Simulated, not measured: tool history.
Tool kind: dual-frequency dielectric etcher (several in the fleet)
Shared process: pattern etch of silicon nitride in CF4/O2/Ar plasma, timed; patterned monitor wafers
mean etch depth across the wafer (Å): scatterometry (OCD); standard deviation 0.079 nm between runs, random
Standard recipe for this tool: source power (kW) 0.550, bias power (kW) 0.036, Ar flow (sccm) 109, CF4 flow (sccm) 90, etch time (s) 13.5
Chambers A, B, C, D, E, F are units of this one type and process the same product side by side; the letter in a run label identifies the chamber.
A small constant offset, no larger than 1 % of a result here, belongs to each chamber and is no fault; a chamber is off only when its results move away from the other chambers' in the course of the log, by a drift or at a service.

run,hour,source power (kW),bias power (kW),Ar flow (sccm),CF4 flow (sccm),etch time (s),"read-back reference wafer on the same gauge, depth_nm",mean etch depth across the wafer (Å)
1A,3.6,0.550,0.036,109,90,13.5,24.490,241.62
2D,6.9,0.550,0.036,109,90,13.5,24.499,240.64
# hour 9.0: chamber B: wet clean of the chamber
3E,9.9,0.550,0.036,109,90,13.5,24.514,243.41
4B,13.7,0.550,0.036,109,90,13.5,24.511,238.88
5C,16.4,0.550,0.036,109,90,13.5,24.498,239.95
6F,19.2,0.550,0.036,109,90,13.5,24.485,242.68
7B,23.1,0.550,0.036,109,90,13.5,24.498,238.91
8E,25.6,0.550,0.036,109,90,13.5,24.487,243.17
9D,29.2,0.550,0.036,109,90,13.5,24.497,240.91
10C,31.3,0.550,0.036,109,90,13.5,24.490,241.50
11F,35.1,0.550,0.036,109,90,13.5,24.498,239.95
12A,39.0,0.550,0.036,109,90,13.5,24.510,241.73
13D,41.8,0.550,0.036,109,90,13.5,24.499,238.81
14E,44.2,0.550,0.036,109,90,13.5,24.506,243.11
15B,46.8,0.550,0.036,109,90,13.5,24.503,238.72
16C,50.8,0.550,0.036,109,90,13.5,24.495,241.12
17F,53.5,0.550,0.036,109,90,13.5,24.473,241.34
18A,57.2,0.550,0.036,109,90,13.5,24.495,240.62
19E,60.2,0.550,0.036,109,90,13.5,24.500,242.31
20C,62.9,0.550,0.036,109,90,13.5,24.502,241.31
21A,65.8,0.550,0.036,109,90,13.5,24.513,243.23
22B,69.2,0.550,0.036,109,90,13.5,24.487,239.85
23F,72.1,0.550,0.036,109,90,13.5,24.498,241.75
# hour 75.9: chamber C: wet clean of the chamber
24D,76.5,0.550,0.036,109,90,13.5,24.505,240.68
25A,79.6,0.550,0.036,109,90,13.5,24.509,240.69
26B,82.1,0.550,0.036,109,90,13.5,24.491,237.49
27E,85.1,0.550,0.036,109,90,13.5,24.500,241.81
28C,87.7,0.550,0.036,109,90,13.5,24.489,240.97
# hour 90.8: chamber E: wet clean of the chamber
29D,91.7,0.550,0.036,109,90,13.5,24.482,239.97
30F,95.9,0.550,0.036,109,90,13.5,24.502,240.90
31A,98.7,0.550,0.036,109,90,13.5,24.498,242.03
32D,101.6,0.550,0.036,109,90,13.5,24.488,240.52
33C,104.2,0.550,0.036,109,90,13.5,24.490,241.24
34E,106.6,0.550,0.036,109,90,13.5,24.491,241.69
35F,111.1,0.550,0.036,109,90,13.5,24.508,239.38
36B,113.6,0.550,0.036,109,90,13.5,24.489,238.96

Has any chamber moved away from the others, gradually or after a service, or does the common gauge drift, or do the chambers differ only by their own small steady offsets? State the chamber and the most likely cause if one applies.

Nothing is wrong: each chamber keeps only its own small, steady offset and the gauge holds still.

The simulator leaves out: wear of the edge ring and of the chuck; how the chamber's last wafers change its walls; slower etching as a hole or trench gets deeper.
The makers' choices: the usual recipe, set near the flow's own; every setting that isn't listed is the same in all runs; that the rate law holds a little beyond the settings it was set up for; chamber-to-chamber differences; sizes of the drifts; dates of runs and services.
